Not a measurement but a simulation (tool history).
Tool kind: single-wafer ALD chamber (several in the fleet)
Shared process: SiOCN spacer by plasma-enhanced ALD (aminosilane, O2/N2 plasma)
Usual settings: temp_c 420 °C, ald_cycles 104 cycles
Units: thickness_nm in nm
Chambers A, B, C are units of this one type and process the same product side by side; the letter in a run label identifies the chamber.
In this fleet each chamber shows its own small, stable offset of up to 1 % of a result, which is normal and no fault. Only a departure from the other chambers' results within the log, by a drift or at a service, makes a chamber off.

run   hour  temp_c  ald_cycles  hours since the last thermocouple change  read-back reference wafer on the same gauge, thickness_nm  thickness_nm
 1C      4     420         104                                     185.9                                                     4.8711        5.9211
 2B     11     420         104                                    1453.8                                                     4.8702        5.9393
 3A   18.3     420         104                                    1235.7                                                     4.8714        5.8521
 4B   21.8     420         104                                    1464.6                                                     4.8729         5.955
 5C     28     420         104                                     209.9                                                     4.8711        5.9068
 6A   34.4     406         119                                    1251.8                                                     4.8692        6.9858
 7C   41.1     406         119                                       223                                                     4.8693        7.0613
 8A   44.6     406         119                                      1262                                                      4.868        6.9844
 9B   48.9     420         104                                    1491.7                                                     4.8739        5.9276
10C   54.2     420         104                                     236.1                                                     4.8691        5.9226
11B   60.2     420         104                                      1503                                                     4.8702        5.9352
12A   64.1     420         104                                    1281.5                                                     4.8678        5.8688
13B   70.8     420         104                                    1513.6                                                     4.8685        5.9593
14C   75.9     420         104                                     257.8                                                     4.8748         5.915
15A   81.1     420         104                                    1298.5                                                     4.8717        5.8496
16B   85.6     420         104                                    1528.4                                                     4.8713        5.9508
17A   89.8     420         104                                    1307.2                                                     4.8702        5.8648
18C   95.3     420         104                                     277.2                                                     4.8708        5.9246
19A   99.3     420         104                                    1316.7                                                     4.8665        5.8653
20B  105.9     420         104                                    1548.7                                                     4.8692         5.932
21C    110     420         104                                     291.9                                                     4.8703        5.9154
22C  116.7     407          90                                     298.6                                                     4.8711        5.3232
23B  122.9     407          90                                    1565.7                                                     4.8677        5.3551
24A  130.5     407          90                                    1347.9                                                     4.8714        5.2801
25A  137.8     420         104                                    1355.2                                                     4.8698        5.8588
26C  143.6     420         117                                     325.5                                                     4.8701        6.6333
27B  148.3     420         117                                    1591.1                                                      4.874        6.6794
28C  154.5     420         117                                     336.4                                                     4.8705         6.655
29A  158.4     420         104                                    1375.8                                                     4.8723        5.8416
30B  165.3     420         104                                    1608.1                                                     4.8721        5.9462
31B  170.2     420         104                                      1613                                                     4.8712        5.9298
32A  175.6     420         104                                      1393                                                     4.8696        5.8433
33C  182.2     420         104                                     364.1                                                     4.8688        5.9146
34B  187.2     420         104                                      1630                                                      4.867        5.9479
35A  194.3     420         104                                    1411.7                                                     4.8676        5.8547
36C    199     420         104                                     380.9                                                      4.868         5.901

Is one chamber out of step, is the gauge drifting, or do the chambers differ by no more than their own small offsets? For an off chamber, give its letter and the likeliest cause.

The fleet is healthy, with each chamber sitting at its usual small offset and no drift in the gauge.

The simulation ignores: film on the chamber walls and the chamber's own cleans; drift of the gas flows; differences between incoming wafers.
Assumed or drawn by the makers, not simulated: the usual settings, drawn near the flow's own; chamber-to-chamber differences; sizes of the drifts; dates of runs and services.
